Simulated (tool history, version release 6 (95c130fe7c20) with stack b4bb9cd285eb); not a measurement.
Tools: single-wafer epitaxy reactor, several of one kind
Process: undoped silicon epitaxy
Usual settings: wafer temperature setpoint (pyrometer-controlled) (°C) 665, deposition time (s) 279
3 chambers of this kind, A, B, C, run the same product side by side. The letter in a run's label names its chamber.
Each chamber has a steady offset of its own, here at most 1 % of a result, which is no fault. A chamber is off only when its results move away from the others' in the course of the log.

run,hour,wafer temperature setpoint (pyrometer-controlled) (°C),deposition time (s),"read-back reference wafer on the same gauge, thickness_nm",mean film thickness on the monitor wafer (Å)
1B,4.4,665,279,54.624,646.55
2C,7.7,665,279,54.597,650.64
3A,11.4,665,279,54.636,642.87
4B,14.5,665,279,54.621,645.45
5C,19.1,665,279,54.629,650.54
6A,23.8,665,279,54.644,643.42
7A,28.2,665,279,54.65,643.77
8C,32.8,665,319,54.661,744.13
9B,36.6,665,319,54.662,740.1
10C,39.7,665,319,54.673,743.68
11B,43.6,665,279,54.679,647.28
12A,47.4,665,279,54.672,644.12
13A,49.8,657,331,54.679,645.02
14C,54.2,657,331,54.696,649.78
15B,58.2,657,331,54.699,645.83
16B,60.9,665,279,54.683,647.01
17C,64.1,665,279,54.716,652.01
18A,68.4,665,279,54.713,644.85
19B,71.9,665,279,54.733,648.21
20C,76.4,665,279,54.741,653.65
21A,80.1,665,279,54.734,643.88
22B,82.4,665,279,54.733,648.31
23A,86.5,665,279,54.762,646.68
24C,90.1,665,279,54.752,651.48
25A,93,654,321,54.754,588.45
26B,95.6,654,321,54.77,586.84
27C,98.1,654,321,54.773,593.19
28C,102.5,665,279,54.771,651.63
29A,105.4,665,279,54.79,644.05
30B,108.6,665,279,54.803,648.04
31C,111.2,659,279,54.798,573.65
32B,115.9,659,279,54.793,569.67
33A,120.1,659,279,54.793,568.41
34A,123.6,665,279,54.822,646.65
35C,128.3,665,279,54.802,652.54
36B,131.1,673,229,54.839,631.19
37B,135.2,673,229,54.84,630.63
38A,139.3,673,229,54.844,627.8
39C,144,665,279,54.857,654.65
40C,146.3,665,279,54.864,653.02
41B,149.7,678,279,54.869,852.4
42A,154,678,279,54.875,846.65

What goes on in this fleet: one chamber off, a drifting gauge, or nothing beyond the chambers' own small offsets? Name the chamber and the cause, if any.

The gauge drifts, so all chambers seem to drift together. No chamber is off.
Cause: gauge reads high (%) = 0.506.
